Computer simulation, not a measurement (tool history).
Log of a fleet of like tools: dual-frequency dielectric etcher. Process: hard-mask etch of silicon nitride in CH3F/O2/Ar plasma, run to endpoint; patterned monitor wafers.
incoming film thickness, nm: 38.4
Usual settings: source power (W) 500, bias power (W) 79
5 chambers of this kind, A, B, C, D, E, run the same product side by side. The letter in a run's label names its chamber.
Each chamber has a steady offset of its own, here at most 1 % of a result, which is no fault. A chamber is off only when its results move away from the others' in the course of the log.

run 1C hour=7.2 | source_power_(W)=500 bias_power_(W)=79 | endpoint_time_(s)=48.979
run 2B hour=15.9 | source_power_(W)=500 bias_power_(W)=79 | endpoint_time_(s)=49.936
run 3E hour=20.8 | source_power_(W)=500 bias_power_(W)=79 | endpoint_time_(s)=49.348
run 4A hour=30.2 | source_power_(W)=500 bias_power_(W)=79 | endpoint_time_(s)=49.242
run 5D hour=39.9 | source_power_(W)=500 bias_power_(W)=79 | endpoint_time_(s)=49.032
run 6C hour=47.3 | source_power_(W)=500 bias_power_(W)=79 | endpoint_time_(s)=49.075
run 7D hour=57.1 | source_power_(W)=500 bias_power_(W)=79 | endpoint_time_(s)=49.395
run 8E hour=64.1 | source_power_(W)=500 bias_power_(W)=79 | endpoint_time_(s)=49.448
run 9B hour=71.7 | source_power_(W)=500 bias_power_(W)=79 | endpoint_time_(s)=49.389
-- hour=74.9 chamber E: wet clean of the chamber
run 10A hour=76.2 | source_power_(W)=500 bias_power_(W)=79 | endpoint_time_(s)=49.127
-- hour=79.9 chamber D: wet clean of the chamber
run 11C hour=80.7 | source_power_(W)=500 bias_power_(W)=79 | endpoint_time_(s)=49.094
run 12D hour=88.2 | source_power_(W)=500 bias_power_(W)=79 | endpoint_time_(s)=49.175
run 13E hour=93.6 | source_power_(W)=500 bias_power_(W)=79 | endpoint_time_(s)=52.055
run 14A hour=101.1 | source_power_(W)=500 bias_power_(W)=79 | endpoint_time_(s)=49.433
run 15B hour=106.7 | source_power_(W)=500 bias_power_(W)=79 | endpoint_time_(s)=49.182
run 16A hour=113.6 | source_power_(W)=500 bias_power_(W)=79 | endpoint_time_(s)=48.787
run 17B hour=120.5 | source_power_(W)=500 bias_power_(W)=79 | endpoint_time_(s)=49.471
run 18E hour=127.5 | source_power_(W)=500 bias_power_(W)=79 | endpoint_time_(s)=51.988
run 19C hour=133.5 | source_power_(W)=400 bias_power_(W)=99 | endpoint_time_(s)=49.053
run 20D hour=143.6 | source_power_(W)=400 bias_power_(W)=99 | endpoint_time_(s)=48.907
run 21E hour=153.7 | source_power_(W)=400 bias_power_(W)=99 | endpoint_time_(s)=52.299
run 22D hour=162.2 | source_power_(W)=400 bias_power_(W)=99 | endpoint_time_(s)=48.800
run 23B hour=171.7 | source_power_(W)=400 bias_power_(W)=99 | endpoint_time_(s)=49.807
run 24C hour=179.9 | source_power_(W)=500 bias_power_(W)=79 | endpoint_time_(s)=48.864
run 25A hour=187.7 | source_power_(W)=500 bias_power_(W)=79 | endpoint_time_(s)=48.769
run 26D hour=192.2 | source_power_(W)=500 bias_power_(W)=79 | endpoint_time_(s)=49.098
run 27B hour=201.0 | source_power_(W)=500 bias_power_(W)=79 | endpoint_time_(s)=49.394
run 28E hour=208.0 | source_power_(W)=500 bias_power_(W)=79 | endpoint_time_(s)=51.612
run 29C hour=212.9 | source_power_(W)=500 bias_power_(W)=79 | endpoint_time_(s)=49.035
run 30A hour=217.6 | source_power_(W)=500 bias_power_(W)=79 | endpoint_time_(s)=49.331
run 31E hour=225.3 | source_power_(W)=500 bias_power_(W)=79 | endpoint_time_(s)=52.785
run 32B hour=230.2 | source_power_(W)=500 bias_power_(W)=79 | endpoint_time_(s)=49.541
run 33A hour=239.4 | source_power_(W)=500 bias_power_(W)=79 | endpoint_time_(s)=49.405
run 34C hour=249.3 | source_power_(W)=560 bias_power_(W)=79 | endpoint_time_(s)=46.993

All 5 chambers run these settings next. Forecast each chamber's results:
run 35A hour=256.8 | source_power_(W)=500 bias_power_(W)=79 | endpoint_time_(s)=?
run 35B hour=256.8 | source_power_(W)=500 bias_power_(W)=79 | endpoint_time_(s)=?
run 35C hour=256.8 | source_power_(W)=500 bias_power_(W)=79 | endpoint_time_(s)=?
run 35D hour=256.8 | source_power_(W)=500 bias_power_(W)=79 | endpoint_time_(s)=?
run 35E hour=256.8 | source_power_(W)=500 bias_power_(W)=79 | endpoint_time_(s)=?

run=35A endpoint_time_(s)=49.302
run=35B endpoint_time_(s)=49.302
run=35C endpoint_time_(s)=49.355
run=35D endpoint_time_(s)=48.482
run=35E endpoint_time_(s)=51.034
